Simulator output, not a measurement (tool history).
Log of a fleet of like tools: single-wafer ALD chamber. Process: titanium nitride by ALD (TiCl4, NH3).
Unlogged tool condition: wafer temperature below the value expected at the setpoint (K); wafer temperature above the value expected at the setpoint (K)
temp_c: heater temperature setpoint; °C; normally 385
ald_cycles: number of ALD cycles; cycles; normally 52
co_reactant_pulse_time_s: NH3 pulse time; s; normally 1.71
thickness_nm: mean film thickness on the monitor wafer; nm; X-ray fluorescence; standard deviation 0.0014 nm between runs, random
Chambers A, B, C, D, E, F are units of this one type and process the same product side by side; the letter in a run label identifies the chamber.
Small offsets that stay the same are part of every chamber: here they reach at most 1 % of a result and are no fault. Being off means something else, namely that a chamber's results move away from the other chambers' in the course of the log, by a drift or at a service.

run,day,temp_c,ald_cycles,co_reactant_pulse_time_s,hours since the last thermocouple change,"read-back reference wafer on the same gauge, thickness_nm",thickness_nm
1E,0.308,385,52,1.71,1270.8,1.1898,1.11820
2A,0.592,385,52,1.71,1412.1,1.1896,1.11660
3B,0.838,385,52,1.71,1059.1,1.1895,1.12750
4C,1.133,385,52,1.71,1719.3,1.1897,1.12580
5D,1.338,385,52,1.71,333.5,1.1890,1.12350
6F,1.762,385,52,1.71,1062.0,1.1886,1.11800
7A,1.996,385,52,1.71,1445.8,1.1894,1.11490
8D,2.258,385,52,1.71,355.6,1.1886,1.12010
9C,2.612,385,52,1.71,1754.8,1.1888,1.12580
10E,2.946,385,52,1.71,1334.1,1.1886,1.11670
11B,3.354,391,61,1.71,1119.5,1.1885,1.32850
12F,3.612,391,61,1.71,1106.4,1.1885,1.31820
13B,3.800,391,61,1.71,1130.2,1.1882,1.32890
14F,4.033,391,61,1.71,1116.5,1.1880,1.31840
15D,4.258,391,61,1.71,403.6,1.1878,1.32220
16E,4.667,391,61,1.71,1375.4,1.1877,1.31850
17A,5.075,385,52,1.71,1519.7,1.1878,1.11630
18C,5.458,385,52,1.71,1823.1,1.1874,1.12240
19C,5.750,385,52,1.71,1830.1,1.1874,1.12500
20E,6.121,385,52,1.71,1410.3,1.1871,1.11260
21A,6.425,385,52,1.71,1552.1,1.1869,1.11360
22F,6.821,385,52,1.71,1183.4,1.1868,1.11310
23B,7.179,385,52,1.71,1211.3,1.1868,1.12660
24D,7.442,385,52,1.71,480.0,1.1869,1.12130
25F,7.867,380,44,1.71,1208.5,1.1859,0.93538
26B,8.058,380,44,1.71,1232.4,1.1860,0.94601
27E,8.254,380,44,1.71,1461.5,1.1859,0.93769
28D,8.588,380,44,1.71,507.5,1.1859,0.94229
29A,8.888,380,44,1.71,1611.2,1.1860,0.93724
30C,9.092,380,44,1.71,1910.3,1.1857,0.94258
31A,9.325,385,52,1.71,1621.7,1.1859,1.11400
32B,9.750,385,52,1.71,1273.0,1.1854,1.12540
33F,10.167,385,52,1.71,1263.7,1.1852,1.11350
34C,10.467,385,52,1.71,1943.3,1.1851,1.11970
35D,10.688,385,52,1.71,557.9,1.1851,1.11730
36E,11.021,385,52,1.71,1527.9,1.1845,1.11370
37C,11.350,385,52,1.71,1964.5,1.1847,1.12010
38F,11.638,385,52,1.71,1299.0,1.1845,1.11520
39D,11.883,385,52,1.71,586.6,1.1844,1.11670
40E,12.096,385,52,1.71,1553.7,1.1843,1.11350

What goes on in this fleet: one chamber off, a drifting gauge, or nothing beyond the chambers' own small offsets? Name the chamber and the cause, if any.

None of the chambers is off. What moves is the gauge, dragging all their readings along together.
Cause: gauge reads low (%) = 0.497.
